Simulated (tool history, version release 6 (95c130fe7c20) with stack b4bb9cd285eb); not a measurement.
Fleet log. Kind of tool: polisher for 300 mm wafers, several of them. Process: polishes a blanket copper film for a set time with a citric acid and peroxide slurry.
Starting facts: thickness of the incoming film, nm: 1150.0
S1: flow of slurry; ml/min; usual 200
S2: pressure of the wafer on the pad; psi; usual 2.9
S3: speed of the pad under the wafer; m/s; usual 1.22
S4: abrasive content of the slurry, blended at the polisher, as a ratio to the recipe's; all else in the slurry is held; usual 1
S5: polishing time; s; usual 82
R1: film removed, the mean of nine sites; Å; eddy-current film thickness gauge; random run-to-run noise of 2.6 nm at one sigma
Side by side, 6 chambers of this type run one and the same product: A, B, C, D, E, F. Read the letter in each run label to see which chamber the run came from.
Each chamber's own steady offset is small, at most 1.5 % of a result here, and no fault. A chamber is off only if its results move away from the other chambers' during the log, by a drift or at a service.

{"run": "1E", "hour": 4.8, "S1": 200, "S2": 2.9, "S3": 1.22, "S4": 1, "S5": 82, "R1": 2520.0}
{"run": "2B", "hour": 10.9, "S1": 200, "S2": 2.9, "S3": 1.22, "S4": 1, "S5": 82, "R1": 2486.4}
{"run": "3D", "hour": 18.0, "S1": 200, "S2": 2.9, "S3": 1.22, "S4": 1, "S5": 82, "R1": 2502.2}
{"hour": 22.0, "done": "chamber C: worn pad replaced by a new one"}
{"hour": 22.4, "done": "chamber B: slurry blender recalibrated"}
{"run": "4A", "hour": 26.7, "S1": 200, "S2": 2.9, "S3": 1.22, "S4": 1, "S5": 82, "R1": 2512.7}
{"hour": 31.1, "done": "chamber A: worn pad replaced by a new one"}
{"run": "5C", "hour": 31.4, "S1": 160, "S2": 2.9, "S3": 1.22, "S4": 1, "S5": 54, "R1": 1599.7}
{"run": "6F", "hour": 40.0, "S1": 160, "S2": 2.9, "S3": 1.22, "S4": 1, "S5": 54, "R1": 1592.3}
{"run": "7C", "hour": 43.9, "S1": 160, "S2": 2.9, "S3": 1.22, "S4": 1, "S5": 54, "R1": 1591.5}
{"run": "8A", "hour": 48.6, "S1": 160, "S2": 2.9, "S3": 1.22, "S4": 1, "S5": 54, "R1": 1626.0}
{"hour": 52.8, "done": "chamber F: worn pad replaced by a new one"}
{"run": "9F", "hour": 53.7, "S1": 160, "S2": 2.9, "S3": 1.22, "S4": 1, "S5": 54, "R1": 1567.1}
{"hour": 56.2, "done": "chamber B: worn pad replaced by a new one"}
{"run": "10B", "hour": 60.0, "S1": 160, "S2": 2.9, "S3": 1.22, "S4": 1, "S5": 54, "R1": 1591.1}
{"hour": 64.7, "done": "chamber F: slurry nozzle cleaned"}
{"run": "11E", "hour": 65.2, "S1": 200, "S2": 2.9, "S3": 1.22, "S4": 1, "S5": 82, "R1": 2502.1}
{"hour": 69.9, "done": "chamber D: worn pad replaced by a new one"}
{"run": "12D", "hour": 73.2, "S1": 200, "S2": 2.9, "S3": 1.22, "S4": 1, "S5": 82, "R1": 2550.4}
{"run": "13B", "hour": 79.0, "S1": 200, "S2": 2.9, "S3": 1.22, "S4": 1, "S5": 82, "R1": 2481.3}
{"hour": 82.7, "done": "chamber E: worn pad replaced by a new one"}
{"run": "14E", "hour": 85.9, "S1": 200, "S2": 2.9, "S3": 1.22, "S4": 1, "S5": 82, "R1": 2540.2}
{"run": "15C", "hour": 90.8, "S1": 200, "S2": 2.9, "S3": 1.22, "S4": 1, "S5": 82, "R1": 2515.4}
{"run": "16F", "hour": 98.2, "S1": 200, "S2": 2.9, "S3": 1.22, "S4": 1, "S5": 82, "R1": 2465.9}
{"run": "17A", "hour": 103.9, "S1": 200, "S2": 2.9, "S3": 1.22, "S4": 1, "S5": 82, "R1": 2510.5}
{"run": "18D", "hour": 112.1, "S1": 200, "S2": 2.9, "S3": 1.22, "S4": 1, "S5": 82, "R1": 2556.9}
{"hour": 114.0, "done": "chamber A: slurry nozzle cleaned"}
{"run": "19B", "hour": 118.4, "S1": 200, "S2": 2.9, "S3": 1.22, "S4": 1, "S5": 82, "R1": 2476.3}
{"run": "20A", "hour": 123.5, "S1": 200, "S2": 2.9, "S3": 1.22, "S4": 1, "S5": 82, "R1": 2483.0}
{"run": "21D", "hour": 132.2, "S1": 200, "S2": 2.9, "S3": 1.22, "S4": 1, "S5": 82, "R1": 2585.8}
{"run": "22C", "hour": 138.4, "S1": 200, "S2": 2.9, "S3": 1.22, "S4": 1, "S5": 82, "R1": 2482.2}
{"hour": 140.8, "done": "chamber D: slurry blender recalibrated"}
{"run": "23F", "hour": 142.9, "S1": 200, "S2": 2.9, "S3": 1.22, "S4": 1, "S5": 82, "R1": 2515.6}
{"run": "24E", "hour": 149.6, "S1": 200, "S2": 2.9, "S3": 1.22, "S4": 1, "S5": 82, "R1": 2533.3}
{"run": "25B", "hour": 154.4, "S1": 200, "S2": 2.9, "S3": 1.22, "S4": 1, "S5": 82, "R1": 2512.3}
{"run": "26D", "hour": 161.4, "S1": 200, "S2": 2.9, "S3": 1.22, "S4": 1, "S5": 82, "R1": 2612.3}
{"hour": 167.1, "done": "chamber C: worn pad replaced by a new one"}
{"run": "27E", "hour": 168.4, "S1": 200, "S2": 2.1, "S3": 1.22, "S4": 1, "S5": 103, "R1": 2390.1}
{"run": "28F", "hour": 177.4, "S1": 200, "S2": 2.1, "S3": 1.22, "S4": 1, "S5": 103, "R1": 2289.6}
{"hour": 183.4, "done": "chamber B: worn pad replaced by a new one"}
{"run": "29A", "hour": 185.3, "S1": 200, "S2": 2.1, "S3": 1.22, "S4": 1, "S5": 103, "R1": 2326.5}
{"run": "30C", "hour": 189.9, "S1": 200, "S2": 2.1, "S3": 1.22, "S4": 1, "S5": 103, "R1": 2321.9}
{"hour": 194.9, "done": "chamber A: worn pad replaced by a new one"}
{"run": "31A", "hour": 198.7, "S1": 200, "S2": 2.1, "S3": 1.22, "S4": 1, "S5": 103, "R1": 2289.1}
{"run": "32C", "hour": 202.9, "S1": 200, "S2": 2.1, "S3": 1.22, "S4": 1, "S5": 103, "R1": 2334.8}
{"run": "33F", "hour": 206.8, "S1": 200, "S2": 2.9, "S3": 1.22, "S4": 1, "S5": 82, "R1": 2529.9}
{"run": "34B", "hour": 212.1, "S1": 200, "S2": 2.9, "S3": 1.22, "S4": 1, "S5": 82, "R1": 2491.4}
{"run": "35D", "hour": 216.9, "S1": 200, "S2": 2.9, "S3": 1.22, "S4": 1, "S5": 82, "R1": 2670.2}
{"run": "36E", "hour": 221.8, "S1": 200, "S2": 2.9, "S3": 1.22, "S4": 1, "S5": 82, "R1": 2519.2}
{"run": "37D", "hour": 229.5, "S1": 200, "S2": 2.9, "S3": 1.22, "S4": 1, "S5": 82, "R1": 2723.2}
{"run": "38F", "hour": 236.4, "S1": 200, "S2": 2.9, "S3": 1.22, "S4": 1, "S5": 82, "R1": 2478.8}

Has any chamber moved away from the others, gradually or after a service, or does the common gauge drift, or do the chambers differ only by their own small steady offsets? State the chamber and the most likely cause if one applies.

Little by little, chamber D moves away from the other chambers.
Cause: head's pressure above its setpoint, % = 6.57.

Which of the 4 candidates below, each the usual settings with something changed and its results left as question marks, puts chamber D back in line with what the other chambers give on the usual settings?
Allowed miss from the other chambers' usual-settings mean, per result, to count as in line: R1 91.0 Å
{"run": "39D-1", "hour": 242.8, "S1": 200, "S2": 2.9, "S3": 1.14, "S4": 1.0, "S5": 77, "R1": "?"}
{"run": "39D-2", "hour": 242.8, "S1": 200, "S2": 3.1, "S3": 1.22, "S4": 1.0, "S5": 87, "R1": "?"}
{"run": "39D-3", "hour": 242.8, "S1": 200, "S2": 3.1, "S3": 1.22, "S4": 1.0, "S5": 82, "R1": "?"}
{"run": "39D-4", "hour": 242.8, "S1": 200, "S2": 2.9, "S3": 1.22, "S4": 0.7, "S5": 82, "R1": "?"}

The other chambers' mean on the usual settings: R1 2515.6 Å
run=39D-1 R1=2367.6
run=39D-2 R1=3046.7
run=39D-3 R1=2871.6
run=39D-4 R1=2494.4
39D-4 is the one that brings the chamber's results back in line with the other chambers.
